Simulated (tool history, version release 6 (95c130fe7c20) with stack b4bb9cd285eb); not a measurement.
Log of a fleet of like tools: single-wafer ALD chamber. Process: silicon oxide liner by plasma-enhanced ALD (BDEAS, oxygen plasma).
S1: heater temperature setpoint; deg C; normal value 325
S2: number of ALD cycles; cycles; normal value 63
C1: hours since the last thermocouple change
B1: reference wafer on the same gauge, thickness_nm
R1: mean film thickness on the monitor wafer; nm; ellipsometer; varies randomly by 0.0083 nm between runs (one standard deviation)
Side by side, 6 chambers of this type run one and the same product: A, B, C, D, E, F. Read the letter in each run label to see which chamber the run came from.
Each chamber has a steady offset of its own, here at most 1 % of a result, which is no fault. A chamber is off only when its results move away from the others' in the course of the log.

run 1F hour=2.5 | S1=325 S2=63 | C1=469.0 | B1=5.8599 | R1=5.6908
run 2B hour=6.5 | S1=325 S2=63 | C1=1705.1 | B1=5.8575 | R1=5.6640
run 3A hour=9.6 | S1=325 S2=63 | C1=1010.9 | B1=5.8584 | R1=5.7032
run 4E hour=12.9 | S1=325 S2=63 | C1=461.6 | B1=5.8555 | R1=5.6425
run 5C hour=16.4 | S1=325 S2=63 | C1=3298.6 | B1=5.8554 | R1=5.7051
run 6D hour=19.3 | S1=325 S2=63 | C1=1785.8 | B1=5.8542 | R1=5.7032
run 7F hour=22.2 | S1=325 S2=63 | C1=488.7 | B1=5.8531 | R1=5.6727
run 8E hour=25.9 | S1=337 S2=58 | C1=474.6 | B1=5.8545 | R1=5.1170
run 9D hour=28.6 | S1=337 S2=58 | C1=1795.1 | B1=5.8526 | R1=5.1476
run 10B hour=31.8 | S1=337 S2=58 | C1=1730.4 | B1=5.8517 | R1=5.1180
run 11A hour=35.4 | S1=337 S2=58 | C1=1036.7 | B1=5.8513 | R1=5.1387
run 12C hour=40.0 | S1=337 S2=58 | C1=3322.2 | B1=5.8491 | R1=5.1493
run 13D hour=45.2 | S1=337 S2=58 | C1=1811.7 | B1=5.8510 | R1=5.1527
run 14B hour=50.0 | S1=325 S2=63 | C1=1748.6 | B1=5.8506 | R1=5.6424
run 15A hour=54.3 | S1=325 S2=63 | C1=1055.6 | B1=5.8462 | R1=5.6817
run 16C hour=58.6 | S1=325 S2=63 | C1=3340.8 | B1=5.8452 | R1=5.6995
run 17E hour=60.9 | S1=325 S2=63 | C1=509.6 | B1=5.8456 | R1=5.6340
run 18F hour=64.3 | S1=325 S2=63 | C1=530.8 | B1=5.8469 | R1=5.6543
run 19D hour=69.2 | S1=325 S2=63 | C1=1835.7 | B1=5.8436 | R1=5.6890
run 20A hour=74.5 | S1=330 S2=63 | C1=1075.8 | B1=5.8455 | R1=5.6444
run 21E hour=78.9 | S1=330 S2=63 | C1=527.6 | B1=5.8415 | R1=5.6126
run 22F hour=82.2 | S1=330 S2=63 | C1=548.7 | B1=5.8395 | R1=5.6146
run 23B hour=86.6 | S1=330 S2=63 | C1=1785.2 | B1=5.8394 | R1=5.6207
run 24C hour=89.9 | S1=330 S2=63 | C1=3372.1 | B1=5.8416 | R1=5.6333
run 25D hour=94.0 | S1=330 S2=63 | C1=1860.5 | B1=5.8390 | R1=5.6331
run 26C hour=98.5 | S1=325 S2=63 | C1=3380.7 | B1=5.8395 | R1=5.7041
-- hour=100.5 chamber C: thermocouple changed; heater temperature recalibrated
run 27F hour=102.7 | S1=339 S2=67 | C1=569.2 | B1=5.8366 | R1=5.8778
run 28A hour=106.3 | S1=339 S2=67 | C1=1107.6 | B1=5.8363 | R1=5.9071
run 29E hour=110.1 | S1=339 S2=67 | C1=558.8 | B1=5.8345 | R1=5.8649
run 30B hour=114.8 | S1=339 S2=67 | C1=1813.4 | B1=5.8353 | R1=5.8795
run 31D hour=117.3 | S1=339 S2=67 | C1=1883.8 | B1=5.8339 | R1=5.9036
run 32B hour=122.2 | S1=339 S2=67 | C1=1820.8 | B1=5.8341 | R1=5.8673
run 33F hour=126.8 | S1=325 S2=63 | C1=593.3 | B1=5.8307 | R1=5.6567
run 34C hour=130.3 | S1=325 S2=63 | C1=29.9 | B1=5.8300 | R1=5.6589
run 35A hour=134.6 | S1=332 S2=63 | C1=1135.9 | B1=5.8278 | R1=5.6092
run 36E hour=137.6 | S1=332 S2=63 | C1=586.3 | B1=5.8268 | R1=5.5723
run 37A hour=141.0 | S1=332 S2=63 | C1=1142.3 | B1=5.8278 | R1=5.6005
run 38F hour=145.7 | S1=332 S2=63 | C1=612.2 | B1=5.8267 | R1=5.5910
run 39D hour=148.4 | S1=332 S2=63 | C1=1914.9 | B1=5.8257 | R1=5.6051
run 40C hour=150.9 | S1=332 S2=63 | C1=50.5 | B1=5.8273 | R1=5.5826

One chamber off, gauge drift, or nothing amiss beyond the chambers' own small offsets? If it is a chamber, which one, and what is the likeliest cause?

Every chamber seems to shift together because the gauge that measures them all drifts; the chambers themselves are fine.
Cause: gauge reads low (%) = 0.6.
